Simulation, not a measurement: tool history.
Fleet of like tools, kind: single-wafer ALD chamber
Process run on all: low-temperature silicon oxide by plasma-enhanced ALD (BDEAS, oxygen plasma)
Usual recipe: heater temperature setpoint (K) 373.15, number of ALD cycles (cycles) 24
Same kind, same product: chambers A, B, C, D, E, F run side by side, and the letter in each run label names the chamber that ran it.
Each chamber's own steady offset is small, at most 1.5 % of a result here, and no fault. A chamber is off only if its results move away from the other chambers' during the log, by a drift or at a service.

run,hour,heater temperature setpoint (K),number of ALD cycles (cycles),"read-back reference wafer on the same gauge, thickness_nm",mean film thickness on the monitor wafer (angstrom)
1A,7,373.15,24,3.0292,34.154
2C,12,373.15,24,3.0291,34.302
3F,18,373.15,24,3.0277,34.317
4D,24.2,373.15,24,3.0283,34.569
5B,27.9,373.15,24,3.0277,34.59
6E,32.3,373.15,24,3.0271,34.174
7C,38.8,373.15,24,3.0278,34.253
8B,46.1,368.15,19,3.0271,27.892
9A,50.3,368.15,19,3.0273,27.52
10E,57.2,368.15,19,3.0253,27.538
11F,62.4,368.15,19,3.026,27.747
12D,68.7,368.15,19,3.0269,27.778
13D,76,368.15,19,3.0242,27.793
14F,82.2,373.15,24,3.0237,34.477
15E,85.6,373.15,24,3.0247,34.187
16A,90.5,367.15,24,3.0236,34.809
17C,93.9,367.15,24,3.0238,34.871
18B,100.7,367.15,24,3.023,35.276
19B,108.3,367.15,24,3.0233,35.313
20C,112.9,367.15,24,3.021,34.945
21D,120.2,367.15,24,3.0197,35.343
22E,125.8,373.15,24,3.0202,33.999
23A,130.9,373.15,24,3.0211,34.087
24F,138.1,373.15,24,3.0201,34.38
25F,145.6,373.15,24,3.0193,34.307
26A,150.4,373.15,24,3.0198,34.073
27D,155.3,373.15,24,3.0176,34.484
28C,159.2,373.15,24,3.0189,34.12
29B,163.2,373.15,24,3.0191,34.497
30E,170.4,373.15,24,3.0164,34.058
31F,177.6,373.15,24,3.0174,34.166
32D,184.2,373.15,21,3.0168,30.114
33A,191,373.15,21,3.0161,29.715
34C,197.4,373.15,21,3.0163,29.854
35B,203.9,373.15,21,3.0156,30.064
36E,211.6,373.15,21,3.0153,29.805
37E,219,373.15,21,3.0135,29.79
38C,225.9,373.15,24,3.0137,34.143
39A,231.2,373.15,24,3.0143,33.911
40D,237.4,373.15,24,3.0131,34.451
41B,244.2,373.15,20,3.0112,28.659

Each of the 6 chambers runs these same settings next. Fill in every chamber's results:
42A,249.7,373.15,28,,?
42B,249.7,373.15,28,,?
42C,249.7,373.15,28,,?
42D,249.7,373.15,28,,?
42E,249.7,373.15,28,,?
42F,249.7,373.15,28,,?

run,mean film thickness on the monitor wafer (angstrom)
42A,39.701
42B,40.077
42C,39.74
42D,40.123
42E,39.556
42F,39.968

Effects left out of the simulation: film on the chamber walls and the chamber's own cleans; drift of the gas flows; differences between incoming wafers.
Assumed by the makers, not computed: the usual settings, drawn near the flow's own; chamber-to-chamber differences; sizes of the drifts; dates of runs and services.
